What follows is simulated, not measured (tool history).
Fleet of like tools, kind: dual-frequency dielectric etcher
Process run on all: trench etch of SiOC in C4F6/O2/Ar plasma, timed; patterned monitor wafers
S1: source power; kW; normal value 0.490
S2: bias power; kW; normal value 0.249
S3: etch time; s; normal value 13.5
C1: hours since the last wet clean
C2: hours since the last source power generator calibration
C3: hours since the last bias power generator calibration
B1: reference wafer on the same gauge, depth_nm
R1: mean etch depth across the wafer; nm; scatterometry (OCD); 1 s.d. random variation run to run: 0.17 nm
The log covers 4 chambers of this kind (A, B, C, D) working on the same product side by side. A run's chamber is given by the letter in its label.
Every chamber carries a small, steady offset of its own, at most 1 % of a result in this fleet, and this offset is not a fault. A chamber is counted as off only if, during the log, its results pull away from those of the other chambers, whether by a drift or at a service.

Run 1B, hour 9.3: usual settings; C1 249.8; C2 654.2; C3 2545.9; B1 31.694. Result: R1 33.987 nm.
Run 2D, hour 24.5: usual settings; C1 228.8; C2 2680.4; C3 710.9; B1 31.740. Result: R1 34.221 nm.
Run 3C, hour 33.1: usual settings; C1 79.4; C2 1978.5; C3 668.2; B1 31.767. Result: R1 33.644 nm.
Run 4A, hour 42.6: usual settings; C1 112.1; C2 2528.8; C3 2284.1; B1 31.691. Result: R1 33.878 nm.
Run 5C, hour 52.6: usual settings; C1 98.9; C2 1998.0; C3 687.7; B1 31.725. Result: R1 33.995 nm.
Run 6D, hour 65.8: usual settings; C1 270.1; C2 2721.7; C3 752.2; B1 31.698. Result: R1 33.570 nm.
Run 7A, hour 78.7: usual settings; C1 148.2; C2 2564.9; C3 2320.2; B1 31.727. Result: R1 33.632 nm.
Run 8B, hour 95.2: usual settings; C1 335.7; C2 740.1; C3 2631.8; B1 31.716. Result: R1 33.736 nm.
Run 9C, hour 108.1: usual settings; C1 154.4; C2 2053.5; C3 743.2; B1 31.694. Result: R1 34.033 nm.
Run 10D, hour 119.3: usual settings; C1 323.6; C2 2775.2; C3 805.7; B1 31.697. Result: R1 34.111 nm.
Run 11B, hour 133.7: usual settings; C1 374.2; C2 778.6; C3 2670.3; B1 31.672. Result: R1 33.812 nm.
Run 12A, hour 148.2: usual settings but S1 0.590 kW; C1 217.7; C2 2634.4; C3 2389.7; B1 31.708. Result: R1 36.765 nm.
At hour 161.4: chamber B: wet clean of the chamber.
Run 13D, hour 161.5: usual settings but S1 0.590 kW; C1 365.8; C2 2817.4; C3 847.9; B1 31.691. Result: R1 36.247 nm.
Run 14C, hour 173.8: usual settings but S1 0.590 kW; C1 220.1; C2 2119.2; C3 808.9; B1 31.719. Result: R1 35.999 nm.
At hour 179.5: chamber A: source power generator calibrated.
At hour 186.9: chamber D: wet clean of the chamber.
Run 15B, hour 189.7: usual settings but S1 0.590 kW; C1 28.4; C2 834.6; C3 2726.3; B1 31.690. Result: R1 38.066 nm.
Run 16A, hour 201.4: usual settings; C1 270.9; C2 22.0; C3 2442.9; B1 31.707. Result: R1 33.935 nm.
Run 17C, hour 215.0: usual settings; C1 261.3; C2 2160.4; C3 850.1; B1 31.693. Result: R1 33.962 nm.
Run 18D, hour 231.4: usual settings; C1 44.6; C2 2887.3; C3 917.8; B1 31.690. Result: R1 33.606 nm.
Run 19B, hour 239.5: usual settings; C1 78.2; C2 884.4; C3 2776.1; B1 31.666. Result: R1 35.512 nm.
Run 20A, hour 250.2: usual settings; C1 319.7; C2 70.8; C3 2491.7; B1 31.743. Result: R1 34.325 nm.
Run 21D, hour 258.9: usual settings; C1 72.1; C2 2914.8; C3 945.3; B1 31.701. Result: R1 33.762 nm.
Run 22C, hour 266.5: usual settings; C1 312.8; C2 2211.9; C3 901.6; B1 31.710. Result: R1 33.840 nm.
Run 23A, hour 282.1: usual settings; C1 351.6; C2 102.7; C3 2523.6; B1 31.695. Result: R1 34.185 nm.
Run 24B, hour 294.3: usual settings but S2 0.213 kW; C1 133.0; C2 939.2; C3 2830.9; B1 31.721. Result: R1 33.321 nm.
Run 25A, hour 310.0: usual settings but S2 0.213 kW; C1 379.5; C2 130.6; C3 2551.5; B1 31.684. Result: R1 31.943 nm.
Run 26B, hour 325.7: usual settings but S2 0.213 kW; C1 164.4; C2 970.6; C3 2862.3; B1 31.711. Result: R1 33.859 nm.
Run 27C, hour 339.9: usual settings but S2 0.213 kW; C1 386.2; C2 2285.3; C3 975.0; B1 31.656. Result: R1 32.475 nm.
Run 28D, hour 350.4: usual settings; C1 163.6; C2 3006.3; C3 1036.8; B1 31.750. Result: R1 33.857 nm.
Run 29D, hour 364.6: usual settings but S1 0.440 kW; C1 177.8; C2 3020.5; C3 1051.0; B1 31.718. Result: R1 32.123 nm.
Run 30B, hour 376.6: usual settings but S1 0.440 kW; C1 215.3; C2 1021.5; C3 2913.2; B1 31.698. Result: R1 34.118 nm.
Run 31C, hour 392.1: usual settings but S1 0.440 kW; C1 438.4; C2 2337.5; C3 1027.2; B1 31.699. Result: R1 32.418 nm.
At hour 393.2: chamber A: wet clean of the chamber.
Run 32A, hour 399.2: usual settings but S1 0.440 kW; C1 6.0; C2 219.8; C3 2640.7; B1 31.688. Result: R1 32.558 nm.
Run 33C, hour 414.0: usual settings but S1 0.450 kW, S3 17.5 s; C1 460.3; C2 2359.4; C3 1049.1; B1 31.723. Result: R1 41.908 nm.
Run 34B, hour 427.0: usual settings but S1 0.450 kW, S3 17.5 s; C1 265.7; C2 1071.9; C3 2963.6; B1 31.715. Result: R1 44.215 nm.
Run 35A, hour 435.3: usual settings but S1 0.450 kW, S3 17.5 s; C1 42.1; C2 255.9; C3 2676.8; B1 31.712. Result: R1 42.368 nm.
Run 36D, hour 445.7: usual settings but S1 0.450 kW, S3 17.5 s; C1 258.9; C2 3101.6; C3 1132.1; B1 31.684. Result: R1 42.597 nm.
Run 37A, hour 461.5: usual settings; C1 68.3; C2 282.1; C3 2703.0; B1 31.699. Result: R1 34.234 nm.
Run 38B, hour 475.8: usual settings; C1 314.5; C2 1120.7; C3 3012.4; B1 31.699. Result: R1 35.540 nm.
Run 39D, hour 491.1: usual settings; C1 304.3; C2 3147.0; C3 1177.5; B1 31.694. Result: R1 33.873 nm.
Run 40C, hour 499.0: usual settings but S3 11.5 s; C1 545.3; C2 2444.4; C3 1134.1; B1 31.637. Result: R1 28.797 nm.

Decide between three cases: one chamber stands off from its peers, the gauge reading all wafers drifts, or nothing is wrong past each chamber's small offset. Where a chamber is off, say which and what most likely put it there.

A service on chamber B put it out of line with the rest.
What lies behind it: etch rate over this chamber's usual, % = 4.89.

Which of the 4 candidates below, each the usual settings with something changed and its results left as question marks, puts chamber B back in line with what the other chambers give on the usual settings?
In line means no further than this from the other chambers' mean on the usual settings: R1 0.610 nm
Run 41B-1, hour 510.8: usual settings but S2 0.251 kW, S3 14.0 s. Result: R1 ?.
Run 41B-2, hour 510.8: usual settings but S2 0.245 kW, S3 12.5 s. Result: R1 ?.
Run 41B-3, hour 510.8: usual settings but S1 0.500 kW, S3 14.5 s. Result: R1 ?.
Run 41B-4, hour 510.8: usual settings but S2 0.247 kW, S3 13.0 s. Result: R1 ?.

Other chambers, usual settings, mean: R1 33.896 nm
  run      R1
41B-1  36.741
41B-2  32.539
41B-3  38.247
41B-4  33.933
With 41B-4, the chamber falls back in line with the rest.
